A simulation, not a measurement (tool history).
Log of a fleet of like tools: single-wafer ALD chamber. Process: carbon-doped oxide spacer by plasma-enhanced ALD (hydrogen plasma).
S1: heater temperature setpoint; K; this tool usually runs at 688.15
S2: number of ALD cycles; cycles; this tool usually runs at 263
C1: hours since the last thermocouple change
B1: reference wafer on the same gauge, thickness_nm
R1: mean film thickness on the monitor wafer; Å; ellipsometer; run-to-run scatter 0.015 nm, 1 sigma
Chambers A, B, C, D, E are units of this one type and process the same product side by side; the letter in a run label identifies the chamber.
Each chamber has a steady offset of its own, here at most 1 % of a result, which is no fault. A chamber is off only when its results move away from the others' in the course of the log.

run	hour	S1	S2	C1	B1	R1
1E	3.6	688.15	263	131.2	10.500	126.04
2A	6.0	688.15	263	1012.9	10.504	125.91
3D	8.2	688.15	263	535.4	10.501	125.62
4C	11.2	688.15	263	835.9	10.500	125.52
5B	14.2	688.15	263	330.9	10.506	126.17
6B	17.8	701.15	304	334.5	10.507	139.91
7C	21.0	701.15	304	845.7	10.507	138.91
8D	25.8	701.15	304	553.0	10.510	139.06
9A	29.6	701.15	304	1036.5	10.508	139.50
10E	33.0	701.15	304	160.6	10.513	140.06
# hour 33.4: chamber C: thermocouple changed; heater temperature recalibrated
11D	37.6	694.15	219	564.8	10.510	102.72
12B	41.8	694.15	219	358.5	10.514	103.40
13A	44.6	694.15	219	1051.5	10.517	102.97
14C	47.4	694.15	219	14.0	10.516	102.50
15E	49.7	694.15	219	177.3	10.517	103.41
16D	52.0	675.15	263	579.2	10.518	130.80
17E	55.7	675.15	263	183.3	10.517	131.61
18A	59.1	675.15	263	1066.0	10.523	131.56
19B	62.2	675.15	263	378.9	10.519	131.71
20C	66.2	675.15	263	32.8	10.523	131.01
21E	70.7	688.15	263	198.3	10.526	126.59
22B	75.0	688.15	263	391.7	10.531	126.62
23A	78.0	683.15	242	1084.9	10.530	118.07
24C	80.7	683.15	242	47.3	10.530	117.72
25D	84.6	683.15	242	611.8	10.530	117.58
26E	86.8	683.15	242	214.4	10.534	118.35
27D	91.5	683.15	242	618.7	10.533	117.53
28B	94.8	688.15	263	411.5	10.534	126.32
29C	98.4	688.15	263	65.0	10.536	125.80
30A	102.7	688.15	263	1109.6	10.535	126.03
31A	105.5	688.15	263	1112.4	10.537	126.51
32D	108.4	688.15	263	635.6	10.541	125.86
33E	110.6	688.15	263	238.2	10.538	126.89
34C	114.7	688.15	263	81.3	10.539	125.94
35B	116.9	688.15	263	433.6	10.543	126.65
36D	121.2	688.15	263	648.4	10.542	126.05
37C	124.8	688.15	263	91.4	10.546	125.74
38B	127.2	688.15	263	443.9	10.543	126.81
39A	130.8	688.15	247	1137.7	10.546	118.89
40E	135.6	688.15	247	263.2	10.548	118.93

Next, every chamber runs the same settings. What will each give?
41A	139.1	688.15	263			?
41B	139.1	688.15	263			?
41C	139.1	688.15	263			?
41D	139.1	688.15	263			?
41E	139.1	688.15	263			?

run	R1
41A	126.44
41B	127.00
41C	126.03
41D	126.07
41E	126.98
